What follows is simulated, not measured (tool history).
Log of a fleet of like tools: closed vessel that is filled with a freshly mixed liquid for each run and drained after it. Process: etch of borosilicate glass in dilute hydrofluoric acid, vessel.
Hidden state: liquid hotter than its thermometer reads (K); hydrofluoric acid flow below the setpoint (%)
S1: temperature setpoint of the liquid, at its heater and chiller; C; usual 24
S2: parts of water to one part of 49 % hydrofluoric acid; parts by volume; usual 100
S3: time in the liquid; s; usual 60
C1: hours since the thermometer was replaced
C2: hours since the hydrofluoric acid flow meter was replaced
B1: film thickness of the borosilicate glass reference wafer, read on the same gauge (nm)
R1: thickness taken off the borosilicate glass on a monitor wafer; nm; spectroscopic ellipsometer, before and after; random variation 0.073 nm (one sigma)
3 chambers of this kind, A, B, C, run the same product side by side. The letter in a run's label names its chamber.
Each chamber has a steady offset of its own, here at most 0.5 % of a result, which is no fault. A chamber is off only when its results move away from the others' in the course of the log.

run   hour  S1   S2  S3      C1      C2      B1      R1
 1A    9.2  24  100  60  1720.6  1895.2  60.009  16.194
 2B   15.4  24  100  60   264.4   560.3      60  16.126
 3C   25.8  24  100  60  1042.3  1043.1      60  16.119
 4B   33.3  24  100  60   282.3   578.2      60  16.096
 5C   39.6  24  100  60  1056.1  1056.9   60.01  16.208
 6A   47.3  24  100  60  1758.7  1933.3      60  16.209
 7A   52.5  24  100  60  1763.9  1938.5  60.014  16.053
 8C   60.3  24  100  60  1076.8  1077.6  59.991  16.223
 9B   65.5  24  100  60   314.5   610.4  60.006  16.125
10C   76.9  24  100  60  1093.4  1094.2  60.011  16.178
      77.4  -- chamber B: hydrofluoric acid flow meter replaced
11B   86.6  24  100  60   335.6     9.2  60.011  16.164
12A   92.1  24  100  60  1803.5  1978.1  60.001  16.193
13C  102.8  24  100  30  1119.3  1120.1  60.011  8.0672
14A  112.3  24  100  30  1823.7  1998.3  60.012  8.1046
15B  121.7  24  100  30   370.7    44.3  60.002   8.062
16B  129.5  24  100  60   378.5    52.1  59.977  16.019
17A  134.6  24  100  60    1846  2020.6  60.008  16.113
18C  143.3  24  100  60  1159.8  1160.6  60.008   16.09
19A  154.7  24  100  60  1866.1  2040.7  59.995  16.106
20B  166.4  24  100  60   415.4      89  60.021  16.099
21C  177.7  24  100  60  1194.2    1195  59.996  16.057
     180.9  -- chamber A: hydrofluoric acid flow meter replaced
22B  187.7  24  100  60   436.7   110.3  59.987  16.154
23A  193.6  24  100  60    1905    12.7  59.994  16.273
24C  203.9  24  100  60  1220.4  1221.2  60.009  15.962
25B    215  24  100  60     464   137.6  60.005  16.231
26C  223.5  24  100  60    1240  1240.8   59.99  15.836
27A  234.1  24  100  60  1945.5    53.2  60.007  16.143
28A  245.1  24  100  30  1956.5    64.2  60.006  8.0985
29B  254.9  24  100  30   503.9   177.5  59.992  8.0378
30C    263  24  100  30  1279.5  1280.3  60.014  7.9176
31C  268.1  24  100  60  1284.6  1285.4  59.992  15.825
32A  277.7  24  100  60  1989.1    96.8   60.01  16.144
33B  284.8  24  100  60   533.8   207.4  59.984   16.02
34C  294.3  24  100  60  1310.8  1311.6  59.993  15.783
35A  301.6  24  100  60    2013   120.7  59.984  16.145
36B  312.9  24  100  60   561.9   235.5  59.993  16.138
37C  323.3  24  100  60  1339.8  1340.6  60.016   15.72
38B    331  24  100  60     580   253.6   60.01  16.075
39A  340.2  24  100  60  2051.6   159.3  60.007  16.086
40C  348.5  24  100  60    1365  1365.8  60.005  15.672

What goes on in this fleet: one chamber off, a drifting gauge, or nothing beyond the chambers' own small offsets? Name the chamber and the cause, if any.

Chamber C drifts away from the others.
Cause: hydrofluoric acid flow below the setpoint (%) = 3.29.
The log may not tell that from: liquid colder than its thermometer reads (K).

Here are 4 candidates for chamber C's next run, each the usual settings with a change, their results left as question marks. Which one brings its results back in line with what the others give on the usual settings?
In line means no further than this from the other chambers' mean on the usual settings: R1 0.26 nm
41C-1  356.9    25  100  60               ?
41C-2  356.9    24   95  60               ?
41C-3  356.9  22.5  100  60               ?
41C-4  356.9    23  100  60               ?

The other chambers' mean on the usual settings: R1 16.118 nm
  run      R1
41C-1  16.254
41C-2  16.554
41C-3  14.727
41C-4  15.025
41C-1 brings the chamber back in line.
